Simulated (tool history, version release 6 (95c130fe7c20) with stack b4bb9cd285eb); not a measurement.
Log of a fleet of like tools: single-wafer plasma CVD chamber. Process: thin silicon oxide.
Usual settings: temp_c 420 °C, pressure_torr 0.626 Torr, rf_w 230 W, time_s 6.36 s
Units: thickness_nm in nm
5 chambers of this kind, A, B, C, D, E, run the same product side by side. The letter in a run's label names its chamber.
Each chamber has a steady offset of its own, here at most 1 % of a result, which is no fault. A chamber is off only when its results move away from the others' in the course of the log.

| run | hour | temp_c | pressure_torr | rf_w | time_s | hours since the last thermocouple change | hours since the last RF generator calibration | hours since the last manometer calibration | read-back reference wafer on the same gauge, thickness_nm | thickness_nm |
|---|---|---|---|---|---|---|---|---|---|---|
| 1E | 12.3 | 420 | 0.626 | 230 | 6.36 | 14.5 | 246.4 | 503 | 8.5416 | 7.9588 |
| 2A | 25 | 420 | 0.626 | 230 | 6.36 | 3060.2 | 1379.7 | 669.6 | 8.5357 | 8.0186 |
| 3C | 32.6 | 420 | 0.626 | 230 | 6.36 | 243.8 | 724.6 | 559.4 | 8.5352 | 7.9827 |
| 4D | 47.1 | 420 | 0.626 | 230 | 6.36 | 1270.1 | 200.6 | 718.1 | 8.5341 | 7.9408 |
| 5B | 56.2 | 420 | 0.626 | 230 | 6.36 | 1765 | 791.6 | 930.1 | 8.5371 | 8.0051 |
| 6A | 66.2 | 420 | 0.576 | 230 | 6.36 | 3101.4 | 1420.9 | 710.8 | 8.5318 | 7.3397 |
| 7D | 74.2 | 420 | 0.576 | 230 | 6.36 | 1297.2 | 227.7 | 745.2 | 8.5286 | 7.2771 |
|  | 75.6 | chamber A: thermocouple changed; heater temperature recalibrated |
| 8B | 85.2 | 420 | 0.576 | 230 | 6.36 | 1794 | 820.6 | 959.1 | 8.5284 | 7.3138 |
| 9E | 92 | 420 | 0.576 | 230 | 6.36 | 94.2 | 326.1 | 582.7 | 8.5281 | 7.2399 |
| 10C | 107.3 | 420 | 0.576 | 230 | 6.36 | 318.5 | 799.3 | 634.1 | 8.5249 | 7.3079 |
| 11C | 114.7 | 420 | 0.626 | 230 | 6.36 | 325.9 | 806.7 | 641.5 | 8.5202 | 7.9941 |
| 12A | 128 | 420 | 0.626 | 230 | 6.36 | 52.5 | 1482.7 | 772.6 | 8.5199 | 8.0118 |
| 13D | 143.6 | 420 | 0.626 | 230 | 6.36 | 1366.6 | 297.1 | 814.6 | 8.5206 | 7.9228 |
| 14B | 153.4 | 420 | 0.626 | 230 | 6.36 | 1862.2 | 888.8 | 1027.3 | 8.5196 | 8.002 |
| 15E | 167.6 | 427 | 0.626 | 230 | 5.16 | 169.8 | 401.7 | 658.3 | 8.5147 | 6.4049 |
| 16D | 178.4 | 427 | 0.626 | 230 | 5.16 | 1401.4 | 331.9 | 849.4 | 8.5154 | 6.4199 |
| 17A | 193.4 | 427 | 0.626 | 230 | 5.16 | 117.9 | 1548.1 | 838 | 8.5096 | 6.4568 |
| 18B | 203.7 | 427 | 0.626 | 230 | 5.16 | 1912.5 | 939.1 | 1077.6 | 8.5084 | 6.4834 |
| 19E | 213.6 | 427 | 0.626 | 230 | 5.16 | 215.8 | 447.7 | 704.3 | 8.5061 | 6.401 |
| 20C | 225 | 420 | 0.626 | 230 | 6.36 | 436.2 | 917 | 751.8 | 8.5063 | 7.9633 |
|  | 234.4 | chamber C: RF generator calibrated |
| 21D | 235.7 | 420 | 0.626 | 230 | 5.23 | 1458.7 | 389.2 | 906.7 | 8.5083 | 6.5333 |
| 22A | 245.6 | 420 | 0.626 | 230 | 5.23 | 170.1 | 1600.3 | 890.2 | 8.5042 | 6.5796 |
| 23E | 253.9 | 420 | 0.626 | 230 | 5.23 | 256.1 | 488 | 744.6 | 8.5029 | 6.5009 |
| 24C | 268.1 | 420 | 0.626 | 230 | 5.23 | 479.3 | 33.8 | 794.9 | 8.4983 | 6.5413 |
|  | 278.3 | chamber A: RF generator calibrated |
| 25B | 278.9 | 420 | 0.626 | 230 | 5.23 | 1987.7 | 1014.3 | 1152.8 | 8.5052 | 6.5497 |
| 26D | 293.7 | 420 | 0.626 | 230 | 6.36 | 1516.7 | 447.2 | 964.7 | 8.4995 | 7.9395 |
| 27A | 307.1 | 420 | 0.626 | 230 | 6.36 | 231.6 | 28.9 | 951.7 | 8.4931 | 7.9842 |
| 28B | 322.2 | 420 | 0.626 | 230 | 6.36 | 2031 | 1057.6 | 1196.1 | 8.4917 | 7.9743 |
| 29C | 337.7 | 420 | 0.626 | 195 | 6.36 | 548.9 | 103.4 | 864.5 | 8.4915 | 7.3607 |
| 30E | 345.3 | 420 | 0.626 | 195 | 6.36 | 347.5 | 579.4 | 836 | 8.4914 | 7.3076 |
| 31E | 354.8 | 420 | 0.626 | 195 | 6.36 | 357 | 588.9 | 845.5 | 8.4868 | 7.3122 |
| 32A | 363.3 | 420 | 0.626 | 195 | 6.36 | 287.8 | 85.1 | 1007.9 | 8.4847 | 7.3729 |
| 33C | 371.8 | 420 | 0.626 | 195 | 6.36 | 583 | 137.5 | 898.6 | 8.4857 | 7.3782 |
| 34D | 379.8 | 420 | 0.626 | 230 | 6.36 | 1602.8 | 533.3 | 1050.8 | 8.4837 | 7.9166 |

Next, every chamber runs the same settings. What will each give?
| 35A | 391.1 | 420 | 0.626 | 230 | 7.22 |  |  |  |  | ? |
| 35B | 391.1 | 420 | 0.626 | 230 | 7.22 |  |  |  |  | ? |
| 35C | 391.1 | 420 | 0.626 | 230 | 7.22 |  |  |  |  | ? |
| 35D | 391.1 | 420 | 0.626 | 230 | 7.22 |  |  |  |  | ? |
| 35E | 391.1 | 420 | 0.626 | 230 | 7.22 |  |  |  |  | ? |

| run | thickness_nm |
|---|---|
| 35A | 9.0539 |
| 35B | 9.0433 |
| 35C | 9.0438 |
| 35D | 8.9709 |
| 35E | 8.9593 |
